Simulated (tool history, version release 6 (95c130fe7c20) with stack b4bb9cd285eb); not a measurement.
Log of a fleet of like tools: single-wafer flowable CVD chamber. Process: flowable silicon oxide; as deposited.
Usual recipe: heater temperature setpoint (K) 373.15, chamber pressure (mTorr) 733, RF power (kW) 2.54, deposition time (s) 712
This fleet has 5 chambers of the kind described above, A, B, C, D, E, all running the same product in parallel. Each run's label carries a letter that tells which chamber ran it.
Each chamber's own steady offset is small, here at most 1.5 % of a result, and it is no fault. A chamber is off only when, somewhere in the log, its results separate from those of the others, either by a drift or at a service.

run    day  heater temperature setpoint (K)  chamber pressure (mTorr)  RF power (kW)  deposition time (s)  hours since the last thermocouple change  hours since the last RF generator calibration  hours since the last manometer calibration  read-back reference wafer on the same gauge, thickness_nm  mean film thickness on the monitor wafer (angstrom)
 1D  0.154                           373.15                       733           2.54                  712                                     668.2                                          833.6                                       883.1                                                     463.81                                               3994.4
 2B  0.296                           373.15                       733           2.54                  712                                    1447.5                                          940.6                                       621.4                                                     464.04                                               4070.6
 3C  0.425                           373.15                       733           2.54                  712                                    1181.2                                           42.7                                       864.7                                                     464.14                                                 3999
 4A  0.558                           373.15                       733           2.54                  712                                     259.8                                         2051.3                                      1485.1                                                     464.23                                               3994.5
 5E  0.696                           373.15                       733           2.54                  712                                    2163.6                                         2087.6                                      1204.2                                                      463.8                                               4001.9
 6D   0.85                           373.15                       733           2.54                  712                                     684.9                                          850.3                                       899.8                                                      464.2                                               4002.5
 7A  1.012                           373.15                       733           2.54                  712                                     270.7                                         2062.2                                        1496                                                     463.87                                               3985.9
 8E  1.158                           373.15                       733           2.54                  712                                    2174.7                                         2098.7                                      1215.3                                                     464.11                                               4011.8
 9C  1.346                           373.15                       733           2.54                  712                                    1203.3                                           64.8                                       886.8                                                     464.08                                               3997.6
10B  1.621                           373.15                       853          2.865                  712                                    1479.3                                          972.4                                       653.2                                                      464.4                                                 5007
11C  1.883                           373.15                       853          2.865                  712                                    1216.2                                           77.7                                       899.7                                                     464.02                                               4929.8
12B  2.108                           373.15                       853          2.865                  712                                      1491                                          984.1                                       664.9                                                     463.97                                               5005.4
13D  2.333                           373.15                       853          2.865                  712                                     720.5                                          885.9                                       935.4                                                     464.05                                               4984.5
14E  2.617                           373.15                       853          2.865                  712                                    2209.7                                         2133.7                                      1250.3                                                     464.11                                               4958.5
15A  2.817                           373.15                       609           2.54                  624                                       314                                         2105.5                                      1539.3                                                     464.18                                               2717.8
16A  2.971                           373.15                       609           2.54                  624                                     317.7                                         2109.2                                        1543                                                     463.82                                               2728.9
17C  3.121                           373.15                       609           2.54                  624                                    1245.9                                          107.4                                       929.4                                                     463.96                                               2724.9
18B  3.262                           373.15                       609           2.54                  624                                    1518.7                                         1011.8                                       692.6                                                     464.08                                               2765.7
19E  3.417                           373.15                       609           2.54                  624                                    2228.9                                         2152.9                                      1269.5                                                     463.88                                               2735.9
20D  3.696                           373.15                       733          2.175                  712                                     753.2                                          918.6                                       968.1                                                     463.89                                               3905.7
     3.912  -- chamber E: thermocouple changed; heater temperature recalibrated
21B  3.946                           373.15                       733          2.175                  712                                    1535.1                                         1028.2                                         709                                                     464.25                                               3955.4
22E  4.108                           373.15                       733          2.175                  712                                       4.8                                         2169.5                                      1286.1                                                     464.06                                               4009.1
     4.204  -- chamber D: capacitance manometer re-zeroed and calibrated
23D  4.342                           373.15                       733          2.175                  712                                     768.7                                          934.1                                         3.3                                                     464.28                                               3911.1
24A  4.479                           373.15                       733          2.175                  712                                     353.9                                         2145.4                                      1579.2                                                     463.88                                               3883.4
25C  4.704                           373.15                       733           2.54                  712                                    1283.9                                          145.4                                       967.4                                                     464.14                                               3994.6
26D  4.954                           373.15                       733           2.54                  712                                     783.4                                          948.8                                          18                                                     463.99                                               4013.6
27A  5.183                           373.15                       733           2.54                  712                                     370.8                                         2162.3                                      1596.1                                                     463.99                                                 3999
28E   5.35                           373.15                       733           2.54                  712                                      34.6                                         2199.3                                      1315.9                                                     464.25                                               4093.7
29C  5.588                           373.15                       733           2.54                  712                                    1305.1                                          166.6                                       988.6                                                     464.08                                               3993.5
30B  5.788                           364.15                       643           2.54                  712                                    1579.3                                         1072.4                                       753.2                                                     464.03                                               4554.3
31D  6.025                           364.15                       643           2.54                  712                                     809.1                                          974.5                                        43.7                                                     463.99                                               4495.8
32C  6.167                           364.15                       643           2.54                  712                                      1319                                          180.5                                      1002.5                                                     463.97                                               4498.5
33B  6.292                           364.15                       643           2.54                  712                                    1591.4                                         1084.5                                       765.3                                                        464                                               4576.7

Decide between three cases: one chamber stands off from its peers, the gauge reading all wafers drifts, or nothing is wrong past each chamber's small offset. Where a chamber is off, say which and what most likely put it there.

Chamber E has stood off from the others ever since a service on it.
Likeliest cause: wafer temperature below the value expected at the setpoint (K) = 0.656.

Below are 4 candidate recipes for chamber E's next run, each the usual settings with a change, their results shown as question marks. Which of them brings E's results back in line with what the other chambers give on the usual settings?
In-line tolerance around the mean of the other chambers on the usual settings: mean film thickness on the monitor wafer (angstrom) 32
34E-1  6.496                           373.15                       735           2.54                  713                                                                                                                                                                                                                                                    ?
34E-2  6.496                           373.15                       731           2.54                  711                                                                                                                                                                                                                                                    ?
34E-3  6.496                           373.15                       725           2.54                  708                                                                                                                                                                                                                                                    ?
34E-4  6.496                           373.15                       744           2.54                  712                                                                                                                                                                                                                                                    ?

Usual-settings mean across the other chambers: mean film thickness on the monitor wafer (angstrom) 4012.6
  run  mean film thickness on the monitor wafer (angstrom)
34E-1                                               4120.4
34E-2                                               4079.2
34E-3                                               4016.9
34E-4                                               4181.7
Change 34E-3 lands the chamber within the allowed miss of the other chambers.
